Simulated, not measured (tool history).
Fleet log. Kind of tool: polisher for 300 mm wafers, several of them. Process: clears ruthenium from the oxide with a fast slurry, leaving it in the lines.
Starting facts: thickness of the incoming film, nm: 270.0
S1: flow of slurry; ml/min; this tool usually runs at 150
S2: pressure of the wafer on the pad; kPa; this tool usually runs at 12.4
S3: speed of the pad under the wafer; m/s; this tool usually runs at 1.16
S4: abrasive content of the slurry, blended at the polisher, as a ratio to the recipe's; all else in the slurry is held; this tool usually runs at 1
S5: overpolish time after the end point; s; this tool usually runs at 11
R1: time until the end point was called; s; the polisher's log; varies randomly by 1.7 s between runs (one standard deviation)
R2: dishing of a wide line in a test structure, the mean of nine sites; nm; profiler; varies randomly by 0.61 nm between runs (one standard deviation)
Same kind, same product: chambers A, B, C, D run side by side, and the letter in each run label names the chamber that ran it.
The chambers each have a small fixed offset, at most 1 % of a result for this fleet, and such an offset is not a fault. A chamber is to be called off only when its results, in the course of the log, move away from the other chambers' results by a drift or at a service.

run,hour,S1,S2,S3,S4,S5,R1,R2
# hour 0.1: chamber A: slurry blender recalibrated
1A,15.9,150,12.4,1.16,1,11,98.607,24.997
# hour 16.8: chamber C: slurry blender recalibrated
# hour 17.6: chamber D: worn pad replaced by a new one
2B,32.2,150,12.4,1.16,1,11,97.489,25.084
# hour 33.7: chamber B: worn pad replaced by a new one
3D,40,150,12.4,1.16,1,11,97.05,25.031
# hour 44.2: chamber C: worn pad replaced by a new one
4C,50.3,150,12.4,1.16,1,11,99.086,24.515
5B,59.9,150,12.4,1.16,1,11,100.71,24.999
6C,71.1,150,12.4,1.16,1,11,100.69,25.187
# hour 78.5: chamber A: worn pad replaced by a new one
# hour 80.8: chamber D: worn pad replaced by a new one
7A,81.8,150,12.4,1.16,1,11,100.59,24.456
8D,91,150,12.4,1.16,1,11,100,23.801
# hour 92.9: chamber D: slurry nozzle cleaned
9A,102.8,150,12.4,0.88,1.1,11,124.96,19.78
# hour 104.7: chamber C: slurry nozzle cleaned
10D,117.4,150,12.4,0.88,1.1,11,126.84,19.86
# hour 118.7: chamber C: worn pad replaced by a new one
11C,130.1,150,12.4,0.88,1.1,11,125.31,20.331
12B,137.6,150,12.4,0.88,1.1,11,122.81,20.275
# hour 146.5: chamber D: worn pad replaced by a new one
13D,153.8,150,12.4,1.16,1,11,98.721,23.952
# hour 154.1: chamber B: worn pad replaced by a new one
# hour 160.8: chamber B: slurry blender recalibrated
14B,161.6,150,12.4,1.52,1,11,76.094,31.385
15A,169.3,150,12.4,1.52,1,11,75.826,31.198
# hour 171.7: chamber A: worn pad replaced by a new one
# hour 177: chamber B: slurry nozzle cleaned
16C,181.3,150,12.4,1.52,1,11,74.922,31.636
# hour 190.6: chamber C: worn pad replaced by a new one
17B,196.9,150,12.4,1.52,1,11,76.181,30.386
# hour 201.2: chamber D: worn pad replaced by a new one
18A,213.4,150,12.4,1.16,1,11,100.3,24.871
19C,221.7,150,12.4,1.16,1,11,99.793,24.757
20D,232.8,150,12.4,1.16,1,11,99.957,23.205
# hour 246.3: chamber A: slurry blender recalibrated
# hour 247.6: chamber A: worn pad replaced by a new one
21B,248.5,150,16.5,1.16,1,11,73.118,33.092
# hour 255.7: chamber D: worn pad replaced by a new one
22A,262.1,150,16.5,1.16,1,11,74.904,30.641
# hour 265.5: chamber C: worn pad replaced by a new one
# hour 271.2: chamber D: slurry blender recalibrated
23C,272.4,150,16.5,1.16,1,11,72.29,32.145
24D,282.1,150,16.5,1.16,1,11,72.702,30.984
25C,292.1,150,12.4,1.16,1,11,101.81,24.411

For the next run the whole fleet of 4 chambers uses the same settings. Give each chamber's results:
26A,304.1,115,12.4,1.16,1,11,?,?
26B,304.1,115,12.4,1.16,1,11,?,?
26C,304.1,115,12.4,1.16,1,11,?,?
26D,304.1,115,12.4,1.16,1,11,?,?

run,R1,R2
26A,103.14,23.635
26B,99.972,24.602
26C,102.43,23.461
26D,102.14,22.666
